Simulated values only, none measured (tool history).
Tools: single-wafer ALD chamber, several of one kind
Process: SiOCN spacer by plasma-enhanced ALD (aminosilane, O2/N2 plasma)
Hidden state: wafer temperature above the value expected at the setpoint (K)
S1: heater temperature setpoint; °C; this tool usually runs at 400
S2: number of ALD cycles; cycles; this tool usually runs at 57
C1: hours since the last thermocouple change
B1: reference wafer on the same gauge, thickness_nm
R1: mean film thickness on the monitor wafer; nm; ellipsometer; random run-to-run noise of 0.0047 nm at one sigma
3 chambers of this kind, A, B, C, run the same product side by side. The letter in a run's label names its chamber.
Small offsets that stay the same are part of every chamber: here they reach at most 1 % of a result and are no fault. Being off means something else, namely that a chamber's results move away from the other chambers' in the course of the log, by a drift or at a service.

run 1A hour=5.6 | S1=400 S2=57 | C1=651.8 | B1=3.4694 | R1=3.4173
run 2B hour=13.2 | S1=400 S2=57 | C1=290.7 | B1=3.4699 | R1=3.4086
run 3C hour=20.9 | S1=400 S2=57 | C1=1268 | B1=3.4723 | R1=3.4179
run 4C hour=28.8 | S1=400 S2=57 | C1=1275.9 | B1=3.4744 | R1=3.4019
run 5B hour=35.2 | S1=400 S2=57 | C1=312.7 | B1=3.474 | R1=3.408
run 6A hour=42.9 | S1=400 S2=57 | C1=689.1 | B1=3.4749 | R1=3.4302
run 7B hour=53.4 | S1=400 S2=57 | C1=330.9 | B1=3.4764 | R1=3.4106
run 8A hour=58.2 | S1=412 S2=67 | C1=704.4 | B1=3.4767 | R1=3.8716
run 9C hour=63.6 | S1=412 S2=67 | C1=1310.7 | B1=3.477 | R1=3.8665
run 10C hour=73.4 | S1=412 S2=67 | C1=1320.5 | B1=3.4774 | R1=3.8739
run 11B hour=79.3 | S1=400 S2=57 | C1=356.8 | B1=3.4786 | R1=3.4151
run 12A hour=85 | S1=400 S2=57 | C1=731.2 | B1=3.4786 | R1=3.4228
run 13A hour=90.9 | S1=389 S2=63 | C1=737.1 | B1=3.4787 | R1=3.7764
run 14B hour=100.5 | S1=389 S2=63 | C1=378 | B1=3.4807 | R1=3.7785
run 15C hour=108 | S1=389 S2=63 | C1=1355.1 | B1=3.4829 | R1=3.7867
run 16B hour=113.5 | S1=400 S2=57 | C1=391 | B1=3.481 | R1=3.4233
run 17C hour=119.5 | S1=400 S2=57 | C1=1366.6 | B1=3.482 | R1=3.4116
run 18A hour=129.6 | S1=388 S2=62 | C1=775.8 | B1=3.4842 | R1=3.7389
run 19B hour=136.3 | S1=388 S2=62 | C1=413.8 | B1=3.4838 | R1=3.7283
run 20A hour=144.2 | S1=388 S2=62 | C1=790.4 | B1=3.4853 | R1=3.7288
run 21C hour=152.7 | S1=400 S2=57 | C1=1399.8 | B1=3.4869 | R1=3.4238
run 22C hour=159.8 | S1=400 S2=57 | C1=1406.9 | B1=3.4876 | R1=3.4253
run 23B hour=167.3 | S1=400 S2=57 | C1=444.8 | B1=3.4884 | R1=3.4208
run 24A hour=175.4 | S1=400 S2=57 | C1=821.6 | B1=3.4888 | R1=3.435

All chambers now run identical settings, listed one chamber a line with results as question marks. What results will each chamber show?
run 25A hour=183.1 | S1=400 S2=57 | R1=?
run 25B hour=183.1 | S1=400 S2=57 | R1=?
run 25C hour=183.1 | S1=400 S2=57 | R1=?

run=25A R1=3.4349
run=25B R1=3.4259
run=25C R1=3.4252
